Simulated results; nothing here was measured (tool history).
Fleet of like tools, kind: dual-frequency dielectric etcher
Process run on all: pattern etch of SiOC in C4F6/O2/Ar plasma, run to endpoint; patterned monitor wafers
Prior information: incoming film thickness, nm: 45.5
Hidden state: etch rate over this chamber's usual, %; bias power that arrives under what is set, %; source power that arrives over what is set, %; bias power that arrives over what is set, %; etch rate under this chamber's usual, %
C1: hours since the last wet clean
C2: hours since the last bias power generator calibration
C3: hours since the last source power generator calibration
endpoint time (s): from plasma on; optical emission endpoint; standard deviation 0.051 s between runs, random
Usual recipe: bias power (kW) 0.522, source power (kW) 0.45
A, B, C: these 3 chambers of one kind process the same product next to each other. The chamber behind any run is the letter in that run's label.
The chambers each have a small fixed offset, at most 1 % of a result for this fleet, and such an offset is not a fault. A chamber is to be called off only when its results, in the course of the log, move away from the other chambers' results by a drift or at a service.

{"run": "1B", "hour": 7.6, "bias power (kW)": 0.522, "source power (kW)": 0.45, "C1": 255.1, "C2": 1635.2, "C3": 2047.2, "endpoint time (s)": 14.517}
{"run": "2C", "hour": 14.4, "bias power (kW)": 0.522, "source power (kW)": 0.45, "C1": 141.4, "C2": 440.7, "C3": 2463.3, "endpoint time (s)": 14.449}
{"run": "3A", "hour": 23.3, "bias power (kW)": 0.522, "source power (kW)": 0.45, "C1": 200.9, "C2": 381.8, "C3": 904.5, "endpoint time (s)": 14.497}
{"run": "4C", "hour": 29.4, "bias power (kW)": 0.522, "source power (kW)": 0.45, "C1": 156.4, "C2": 455.7, "C3": 2478.3, "endpoint time (s)": 14.525}
{"run": "5A", "hour": 34.7, "bias power (kW)": 0.522, "source power (kW)": 0.45, "C1": 212.3, "C2": 393.2, "C3": 915.9, "endpoint time (s)": 14.413}
{"run": "6B", "hour": 42.1, "bias power (kW)": 0.563, "source power (kW)": 0.45, "C1": 289.6, "C2": 1669.7, "C3": 2081.7, "endpoint time (s)": 14.153}
{"run": "7C", "hour": 51.9, "bias power (kW)": 0.563, "source power (kW)": 0.45, "C1": 178.9, "C2": 478.2, "C3": 2500.8, "endpoint time (s)": 14.09}
{"run": "8B", "hour": 58.5, "bias power (kW)": 0.563, "source power (kW)": 0.45, "C1": 306, "C2": 1686.1, "C3": 2098.1, "endpoint time (s)": 14.118}
{"run": "9A", "hour": 66.1, "bias power (kW)": 0.522, "source power (kW)": 0.45, "C1": 243.7, "C2": 424.6, "C3": 947.3, "endpoint time (s)": 14.448}
{"run": "10A", "hour": 74.0, "bias power (kW)": 0.522, "source power (kW)": 0.45, "C1": 251.6, "C2": 432.5, "C3": 955.2, "endpoint time (s)": 14.408}
{"run": "11B", "hour": 81.3, "bias power (kW)": 0.522, "source power (kW)": 0.45, "C1": 328.8, "C2": 1708.9, "C3": 2120.9, "endpoint time (s)": 14.365}
{"run": "12C", "hour": 89.8, "bias power (kW)": 0.522, "source power (kW)": 0.45, "C1": 216.8, "C2": 516.1, "C3": 2538.7, "endpoint time (s)": 14.538}
{"run": "13A", "hour": 95.7, "bias power (kW)": 0.522, "source power (kW)": 0.45, "C1": 273.3, "C2": 454.2, "C3": 976.9, "endpoint time (s)": 14.412}
{"run": "14B", "hour": 103.0, "bias power (kW)": 0.522, "source power (kW)": 0.45, "C1": 350.5, "C2": 1730.6, "C3": 2142.6, "endpoint time (s)": 14.375}
{"run": "15C", "hour": 110.2, "bias power (kW)": 0.522, "source power (kW)": 0.45, "C1": 237.2, "C2": 536.5, "C3": 2559.1, "endpoint time (s)": 14.535}
{"run": "16B", "hour": 119.7, "bias power (kW)": 0.522, "source power (kW)": 0.45, "C1": 367.2, "C2": 1747.3, "C3": 2159.3, "endpoint time (s)": 14.349}
{"run": "17A", "hour": 127.9, "bias power (kW)": 0.522, "source power (kW)": 0.45, "C1": 305.5, "C2": 486.4, "C3": 1009.1, "endpoint time (s)": 14.528}
{"run": "18C", "hour": 137.7, "bias power (kW)": 0.522, "source power (kW)": 0.45, "C1": 264.7, "C2": 564, "C3": 2586.6, "endpoint time (s)": 14.548}
{"run": "19A", "hour": 147.2, "bias power (kW)": 0.522, "source power (kW)": 0.45, "C1": 324.8, "C2": 505.7, "C3": 1028.4, "endpoint time (s)": 14.412}
{"run": "20B", "hour": 152.0, "bias power (kW)": 0.522, "source power (kW)": 0.45, "C1": 399.5, "C2": 1779.6, "C3": 2191.6, "endpoint time (s)": 14.292}
{"run": "21C", "hour": 158.5, "bias power (kW)": 0.522, "source power (kW)": 0.45, "C1": 285.5, "C2": 584.8, "C3": 2607.4, "endpoint time (s)": 14.507}
{"run": "22A", "hour": 164.9, "bias power (kW)": 0.522, "source power (kW)": 0.45, "C1": 342.5, "C2": 523.4, "C3": 1046.1, "endpoint time (s)": 14.471}
{"run": "23C", "hour": 174.2, "bias power (kW)": 0.409, "source power (kW)": 0.51, "C1": 301.2, "C2": 600.5, "C3": 2623.1, "endpoint time (s)": 15.173}
{"run": "24B", "hour": 182.4, "bias power (kW)": 0.409, "source power (kW)": 0.51, "C1": 429.9, "C2": 1810, "C3": 2222, "endpoint time (s)": 14.854}
{"run": "25C", "hour": 189.2, "bias power (kW)": 0.409, "source power (kW)": 0.51, "C1": 316.2, "C2": 615.5, "C3": 2638.1, "endpoint time (s)": 15.202}
{"run": "26B", "hour": 193.6, "bias power (kW)": 0.522, "source power (kW)": 0.45, "C1": 441.1, "C2": 1821.2, "C3": 2233.2, "endpoint time (s)": 14.231}
{"run": "27A", "hour": 202.8, "bias power (kW)": 0.522, "source power (kW)": 0.45, "C1": 380.4, "C2": 561.3, "C3": 1084, "endpoint time (s)": 14.454}
{"run": "28C", "hour": 209.5, "bias power (kW)": 0.522, "source power (kW)": 0.45, "C1": 336.5, "C2": 635.8, "C3": 2658.4, "endpoint time (s)": 14.551}
{"run": "29A", "hour": 215.2, "bias power (kW)": 0.522, "source power (kW)": 0.45, "C1": 392.8, "C2": 573.7, "C3": 1096.4, "endpoint time (s)": 14.441}
{"run": "30B", "hour": 220.1, "bias power (kW)": 0.522, "source power (kW)": 0.45, "C1": 467.6, "C2": 1847.7, "C3": 2259.7, "endpoint time (s)": 14.033}
{"run": "31A", "hour": 224.6, "bias power (kW)": 0.522, "source power (kW)": 0.45, "C1": 402.2, "C2": 583.1, "C3": 1105.8, "endpoint time (s)": 14.431}
{"run": "32B", "hour": 229.2, "bias power (kW)": 0.522, "source power (kW)": 0.45, "C1": 476.7, "C2": 1856.8, "C3": 2268.8, "endpoint time (s)": 14.103}
{"run": "33C", "hour": 235.4, "bias power (kW)": 0.522, "source power (kW)": 0.45, "C1": 362.4, "C2": 661.7, "C3": 2684.3, "endpoint time (s)": 14.444}
{"run": "34C", "hour": 240.2, "bias power (kW)": 0.522, "source power (kW)": 0.45, "C1": 367.2, "C2": 666.5, "C3": 2689.1, "endpoint time (s)": 14.495}
{"run": "35B", "hour": 247.7, "bias power (kW)": 0.522, "source power (kW)": 0.45, "C1": 495.2, "C2": 1875.3, "C3": 2287.3, "endpoint time (s)": 14.084}

Is one chamber out of step, is the gauge drifting, or do the chambers differ by no more than their own small offsets? For an off chamber, give its letter and the likeliest cause.

One chamber, B, drifts off from the rest bit by bit.
Cause: etch rate over this chamber's usual, % = 3.31.

Here are 4 candidates for chamber B's next run, each the usual settings with a change, their results left as question marks. Which one brings its results back in line with what the others give on the usual settings?
In line here means within this much of the mean the other chambers give on the usual settings: endpoint time (s) 0.18
{"run": "36B-1", "hour": 254.8, "bias power (kW)": 0.475, "source power (kW)": 0.41, "endpoint time (s)": "?"}
{"run": "36B-2", "hour": 254.8, "bias power (kW)": 0.522, "source power (kW)": 0.49, "endpoint time (s)": "?"}
{"run": "36B-3", "hour": 254.8, "bias power (kW)": 0.522, "source power (kW)": 0.54, "endpoint time (s)": "?"}
{"run": "36B-4", "hour": 254.8, "bias power (kW)": 0.522, "source power (kW)": 0.41, "endpoint time (s)": "?"}

The other chambers' mean on the usual settings: endpoint time (s) 14.488
run=36B-1 endpoint_time_(s)=15.007
run=36B-2 endpoint_time_(s)=13.573
run=36B-3 endpoint_time_(s)=13.099
run=36B-4 endpoint_time_(s)=14.484
The right change is 36B-4: it brings the chamber back within the allowed miss of the others.
